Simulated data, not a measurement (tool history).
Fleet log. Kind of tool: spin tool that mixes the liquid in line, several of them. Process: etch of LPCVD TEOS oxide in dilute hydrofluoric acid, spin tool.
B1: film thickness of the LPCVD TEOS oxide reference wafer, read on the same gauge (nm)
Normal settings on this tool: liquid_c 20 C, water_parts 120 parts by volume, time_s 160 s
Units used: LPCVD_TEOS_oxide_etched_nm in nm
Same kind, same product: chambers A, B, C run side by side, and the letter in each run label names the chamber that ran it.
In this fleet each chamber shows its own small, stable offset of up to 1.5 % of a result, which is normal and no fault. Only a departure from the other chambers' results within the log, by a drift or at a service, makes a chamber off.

{"run": "1B", "hour": 4.3, "liquid_c": 20, "water_parts": 120, "time_s": 160, "B1": 79.989, "LPCVD_TEOS_oxide_etched_nm": 46.443}
{"run": "2A", "hour": 6.7, "liquid_c": 20, "water_parts": 120, "time_s": 160, "B1": 79.976, "LPCVD_TEOS_oxide_etched_nm": 45.235}
{"run": "3C", "hour": 9.7, "liquid_c": 20, "water_parts": 120, "time_s": 160, "B1": 80.027, "LPCVD_TEOS_oxide_etched_nm": 45.281}
{"run": "4B", "hour": 14.2, "liquid_c": 20, "water_parts": 120, "time_s": 160, "B1": 80.0, "LPCVD_TEOS_oxide_etched_nm": 45.987}
{"run": "5A", "hour": 17.4, "liquid_c": 20, "water_parts": 120, "time_s": 160, "B1": 79.987, "LPCVD_TEOS_oxide_etched_nm": 44.976}
{"run": "6C", "hour": 20.9, "liquid_c": 20, "water_parts": 120, "time_s": 160, "B1": 80.018, "LPCVD_TEOS_oxide_etched_nm": 45.636}
{"run": "7C", "hour": 23.7, "liquid_c": 20, "water_parts": 120, "time_s": 160, "B1": 80.025, "LPCVD_TEOS_oxide_etched_nm": 45.314}
{"run": "8B", "hour": 27.6, "liquid_c": 20, "water_parts": 120, "time_s": 160, "B1": 79.985, "LPCVD_TEOS_oxide_etched_nm": 46.411}
{"run": "9A", "hour": 31.3, "liquid_c": 20, "water_parts": 120, "time_s": 160, "B1": 79.991, "LPCVD_TEOS_oxide_etched_nm": 45.144}
{"hour": 34.9, "done": "chamber B: thermometer replaced"}
{"run": "10A", "hour": 35.0, "liquid_c": 20, "water_parts": 120, "time_s": 215, "B1": 79.967, "LPCVD_TEOS_oxide_etched_nm": 61.126}
{"run": "11B", "hour": 39.2, "liquid_c": 20, "water_parts": 120, "time_s": 215, "B1": 80.045, "LPCVD_TEOS_oxide_etched_nm": 61.945}
{"run": "12C", "hour": 42.4, "liquid_c": 20, "water_parts": 120, "time_s": 215, "B1": 79.957, "LPCVD_TEOS_oxide_etched_nm": 60.166}
{"run": "13A", "hour": 45.2, "liquid_c": 24, "water_parts": 120, "time_s": 235, "B1": 79.981, "LPCVD_TEOS_oxide_etched_nm": 77.939}
{"run": "14B", "hour": 49.9, "liquid_c": 24, "water_parts": 120, "time_s": 235, "B1": 79.988, "LPCVD_TEOS_oxide_etched_nm": 78.979}
{"run": "15C", "hour": 54.3, "liquid_c": 24, "water_parts": 120, "time_s": 235, "B1": 79.996, "LPCVD_TEOS_oxide_etched_nm": 77.356}
{"run": "16B", "hour": 57.1, "liquid_c": 20, "water_parts": 160, "time_s": 200, "B1": 80.044, "LPCVD_TEOS_oxide_etched_nm": 41.42}
{"run": "17C", "hour": 59.6, "liquid_c": 20, "water_parts": 160, "time_s": 200, "B1": 79.991, "LPCVD_TEOS_oxide_etched_nm": 40.482}
{"run": "18A", "hour": 63.3, "liquid_c": 20, "water_parts": 160, "time_s": 200, "B1": 80.057, "LPCVD_TEOS_oxide_etched_nm": 40.868}
{"run": "19B", "hour": 66.0, "liquid_c": 20, "water_parts": 120, "time_s": 160, "B1": 79.978, "LPCVD_TEOS_oxide_etched_nm": 45.945}
{"run": "20A", "hour": 69.4, "liquid_c": 20, "water_parts": 120, "time_s": 160, "B1": 79.982, "LPCVD_TEOS_oxide_etched_nm": 45.21}
{"run": "21C", "hour": 71.6, "liquid_c": 17, "water_parts": 120, "time_s": 195, "B1": 80.014, "LPCVD_TEOS_oxide_etched_nm": 48.234}
{"run": "22A", "hour": 74.2, "liquid_c": 17, "water_parts": 120, "time_s": 195, "B1": 80.03, "LPCVD_TEOS_oxide_etched_nm": 48.343}
{"run": "23C", "hour": 79.0, "liquid_c": 17, "water_parts": 120, "time_s": 195, "B1": 80.033, "LPCVD_TEOS_oxide_etched_nm": 47.767}
{"run": "24B", "hour": 82.0, "liquid_c": 20, "water_parts": 120, "time_s": 160, "B1": 79.994, "LPCVD_TEOS_oxide_etched_nm": 46.624}
{"run": "25A", "hour": 85.7, "liquid_c": 20, "water_parts": 120, "time_s": 160, "B1": 79.968, "LPCVD_TEOS_oxide_etched_nm": 45.291}
{"run": "26B", "hour": 87.9, "liquid_c": 20, "water_parts": 120, "time_s": 160, "B1": 79.983, "LPCVD_TEOS_oxide_etched_nm": 45.988}
{"run": "27C", "hour": 90.3, "liquid_c": 20, "water_parts": 120, "time_s": 160, "B1": 80.009, "LPCVD_TEOS_oxide_etched_nm": 44.119}
{"run": "28B", "hour": 92.6, "liquid_c": 20, "water_parts": 120, "time_s": 160, "B1": 80.019, "LPCVD_TEOS_oxide_etched_nm": 45.66}
{"run": "29C", "hour": 97.4, "liquid_c": 20, "water_parts": 120, "time_s": 160, "B1": 79.999, "LPCVD_TEOS_oxide_etched_nm": 44.091}
{"run": "30A", "hour": 100.0, "liquid_c": 20, "water_parts": 120, "time_s": 160, "B1": 79.973, "LPCVD_TEOS_oxide_etched_nm": 44.978}
{"run": "31C", "hour": 104.1, "liquid_c": 22, "water_parts": 120, "time_s": 160, "B1": 80.021, "LPCVD_TEOS_oxide_etched_nm": 47.488}
{"run": "32B", "hour": 106.2, "liquid_c": 22, "water_parts": 120, "time_s": 160, "B1": 79.995, "LPCVD_TEOS_oxide_etched_nm": 49.491}
{"run": "33A", "hour": 109.7, "liquid_c": 22, "water_parts": 120, "time_s": 160, "B1": 79.991, "LPCVD_TEOS_oxide_etched_nm": 48.824}
{"run": "34B", "hour": 114.2, "liquid_c": 20, "water_parts": 120, "time_s": 160, "B1": 79.968, "LPCVD_TEOS_oxide_etched_nm": 46.296}
{"run": "35C", "hour": 118.7, "liquid_c": 20, "water_parts": 120, "time_s": 160, "B1": 79.961, "LPCVD_TEOS_oxide_etched_nm": 43.717}
{"run": "36A", "hour": 122.1, "liquid_c": 20, "water_parts": 120, "time_s": 160, "B1": 80.029, "LPCVD_TEOS_oxide_etched_nm": 44.846}
{"run": "37C", "hour": 125.5, "liquid_c": 20, "water_parts": 120, "time_s": 160, "B1": 79.975, "LPCVD_TEOS_oxide_etched_nm": 43.594}
{"run": "38B", "hour": 128.4, "liquid_c": 20, "water_parts": 120, "time_s": 160, "B1": 80.008, "LPCVD_TEOS_oxide_etched_nm": 45.97}
{"run": "39A", "hour": 132.5, "liquid_c": 20, "water_parts": 120, "time_s": 160, "B1": 79.958, "LPCVD_TEOS_oxide_etched_nm": 44.815}
{"run": "40A", "hour": 135.0, "liquid_c": 20, "water_parts": 80, "time_s": 160, "B1": 80.029, "LPCVD_TEOS_oxide_etched_nm": 70.817}
{"run": "41C", "hour": 138.0, "liquid_c": 20, "water_parts": 80, "time_s": 160, "B1": 80.036, "LPCVD_TEOS_oxide_etched_nm": 67.858}
{"run": "42B", "hour": 140.3, "liquid_c": 20, "water_parts": 80, "time_s": 160, "B1": 80.01, "LPCVD_TEOS_oxide_etched_nm": 71.639}
{"run": "43A", "hour": 142.5, "liquid_c": 20, "water_parts": 120, "time_s": 160, "B1": 80.013, "LPCVD_TEOS_oxide_etched_nm": 45.276}
{"run": "44C", "hour": 145.2, "liquid_c": 20, "water_parts": 120, "time_s": 160, "B1": 79.997, "LPCVD_TEOS_oxide_etched_nm": 42.904}

Next, every chamber runs the same settings. What will each give?
{"run": "45A", "hour": 148.7, "liquid_c": 20, "water_parts": 120, "time_s": 160, "LPCVD_TEOS_oxide_etched_nm": "?"}
{"run": "45B", "hour": 148.7, "liquid_c": 20, "water_parts": 120, "time_s": 160, "LPCVD_TEOS_oxide_etched_nm": "?"}
{"run": "45C", "hour": 148.7, "liquid_c": 20, "water_parts": 120, "time_s": 160, "LPCVD_TEOS_oxide_etched_nm": "?"}

run=45A LPCVD_TEOS_oxide_etched_nm=45.169
run=45B LPCVD_TEOS_oxide_etched_nm=45.920
run=45C LPCVD_TEOS_oxide_etched_nm=42.775

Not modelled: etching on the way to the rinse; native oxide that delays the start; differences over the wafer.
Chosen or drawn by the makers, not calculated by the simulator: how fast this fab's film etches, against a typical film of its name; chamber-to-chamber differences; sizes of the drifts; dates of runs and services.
